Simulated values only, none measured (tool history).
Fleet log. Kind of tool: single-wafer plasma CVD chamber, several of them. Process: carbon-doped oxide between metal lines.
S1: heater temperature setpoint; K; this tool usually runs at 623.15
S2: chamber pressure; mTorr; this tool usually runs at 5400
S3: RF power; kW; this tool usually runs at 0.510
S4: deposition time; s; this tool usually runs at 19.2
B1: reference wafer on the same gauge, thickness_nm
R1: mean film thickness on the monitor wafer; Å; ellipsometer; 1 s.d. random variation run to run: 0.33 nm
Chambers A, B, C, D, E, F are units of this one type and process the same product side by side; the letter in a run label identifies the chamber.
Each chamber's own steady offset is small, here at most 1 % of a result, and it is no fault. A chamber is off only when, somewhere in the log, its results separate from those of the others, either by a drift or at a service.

At hour 4.3: chamber D: capacitance manometer re-zeroed and calibrated.
Run 1F, hour 13.1: usual settings; B1 103.01. Result: R1 1009.30 Å.
Run 2E, hour 27.3: usual settings; B1 102.92. Result: R1 1019.00 Å.
Run 3B, hour 39.0: usual settings; B1 102.94. Result: R1 1016.90 Å.
At hour 42.3: chamber D: RF generator calibrated.
Run 4D, hour 50.5: usual settings; B1 103.03. Result: R1 1018.80 Å.
Run 5A, hour 57.1: usual settings; B1 102.95. Result: R1 1009.90 Å.
Run 6C, hour 65.3: usual settings; B1 103.04. Result: R1 1004.00 Å.
Run 7B, hour 79.4: usual settings but S1 634.15 K, S4 17.0 s; B1 103.03. Result: R1 874.19 Å.
At hour 80.2: chamber B: capacitance manometer re-zeroed and calibrated.
Run 8C, hour 90.8: usual settings but S1 634.15 K, S4 17.0 s; B1 103.00. Result: R1 872.22 Å.
Run 9A, hour 104.7: usual settings but S1 634.15 K, S4 17.0 s; B1 103.05. Result: R1 872.65 Å.
Run 10D, hour 112.6: usual settings but S1 634.15 K, S4 17.0 s; B1 102.92. Result: R1 869.78 Å.
Run 11F, hour 123.5: usual settings but S1 634.15 K, S4 17.0 s; B1 103.01. Result: R1 871.33 Å.
Run 12E, hour 134.9: usual settings but S1 634.15 K, S4 17.0 s; B1 103.05. Result: R1 874.36 Å.
Run 13F, hour 149.2: usual settings; B1 103.09. Result: R1 1009.70 Å.
Run 14E, hour 155.8: usual settings but S1 632.15 K, S2 4510 mTorr; B1 103.03. Result: R1 966.99 Å.
Run 15B, hour 164.0: usual settings but S1 632.15 K, S2 4510 mTorr; B1 103.04. Result: R1 963.55 Å.
Run 16C, hour 177.9: usual settings but S1 632.15 K, S2 4510 mTorr; B1 103.05. Result: R1 958.65 Å.
At hour 185.5: chamber A: RF generator calibrated.
Run 17A, hour 189.3: usual settings but S1 632.15 K, S2 4510 mTorr; B1 103.02. Result: R1 963.45 Å.
Run 18D, hour 196.6: usual settings but S1 632.15 K, S2 4510 mTorr; B1 102.95. Result: R1 969.25 Å.
Run 19D, hour 208.3: usual settings but S1 632.15 K, S2 4510 mTorr; B1 102.98. Result: R1 964.50 Å.
Run 20B, hour 215.7: usual settings but S2 4900 mTorr, S3 0.555 kW; B1 103.03. Result: R1 1057.80 Å.
Run 21E, hour 222.7: usual settings but S2 4900 mTorr, S3 0.555 kW; B1 103.11. Result: R1 1057.60 Å.
Run 22A, hour 231.0: usual settings but S2 4900 mTorr, S3 0.555 kW; B1 103.00. Result: R1 1049.90 Å.
Run 23C, hour 237.4: usual settings but S2 4900 mTorr, S3 0.555 kW; B1 103.01. Result: R1 1045.10 Å.
Run 24F, hour 248.2: usual settings but S2 4900 mTorr, S3 0.555 kW; B1 103.01. Result: R1 1054.40 Å.
Run 25C, hour 258.4: usual settings but S2 4900 mTorr, S3 0.555 kW; B1 103.01. Result: R1 1051.80 Å.
Run 26F, hour 266.9: usual settings; B1 102.94. Result: R1 1013.20 Å.
Run 27B, hour 275.1: usual settings; B1 102.97. Result: R1 1019.10 Å.
Run 28E, hour 287.2: usual settings; B1 103.00. Result: R1 1015.10 Å.
Run 29D, hour 294.2: usual settings; B1 102.95. Result: R1 1018.30 Å.
Run 30A, hour 301.0: usual settings but S1 638.15 K, S4 17.5 s; B1 102.99. Result: R1 887.77 Å.
Run 31C, hour 309.1: usual settings but S1 638.15 K, S4 17.5 s; B1 102.98. Result: R1 887.88 Å.
Run 32B, hour 321.5: usual settings but S1 638.15 K, S4 17.5 s; B1 102.98. Result: R1 895.76 Å.
Run 33A, hour 327.7: usual settings but S1 638.15 K, S4 17.5 s; B1 102.97. Result: R1 885.12 Å.
Run 34F, hour 334.6: usual settings but S1 638.15 K, S4 17.5 s; B1 103.04. Result: R1 887.44 Å.
Run 35E, hour 347.1: usual settings but S1 638.15 K, S4 17.5 s; B1 103.04. Result: R1 897.45 Å.
Run 36D, hour 355.6: usual settings; B1 103.03. Result: R1 1018.50 Å.
At hour 368.2: chamber E: thermocouple changed; heater temperature recalibrated.
Run 37A, hour 368.8: usual settings; B1 102.96. Result: R1 1008.80 Å.
Run 38B, hour 380.5: usual settings; B1 103.00. Result: R1 1013.20 Å.
Run 39F, hour 394.2: usual settings; B1 103.07. Result: R1 1012.10 Å.
Run 40E, hour 405.9: usual settings; B1 103.02. Result: R1 1016.30 Å.

Next, every chamber runs the same settings. What will each give?
Run 41A, hour 416.2: usual settings. Result: R1 ?.
Run 41B, hour 416.2: usual settings. Result: R1 ?.
Run 41C, hour 416.2: usual settings. Result: R1 ?.
Run 41D, hour 416.2: usual settings. Result: R1 ?.
Run 41E, hour 416.2: usual settings. Result: R1 ?.
Run 41F, hour 416.2: usual settings. Result: R1 ?.

run       R1
41A  1009.50
41B  1014.20
41C  1006.90
41D  1013.70
41E  1015.80
41F  1011.90

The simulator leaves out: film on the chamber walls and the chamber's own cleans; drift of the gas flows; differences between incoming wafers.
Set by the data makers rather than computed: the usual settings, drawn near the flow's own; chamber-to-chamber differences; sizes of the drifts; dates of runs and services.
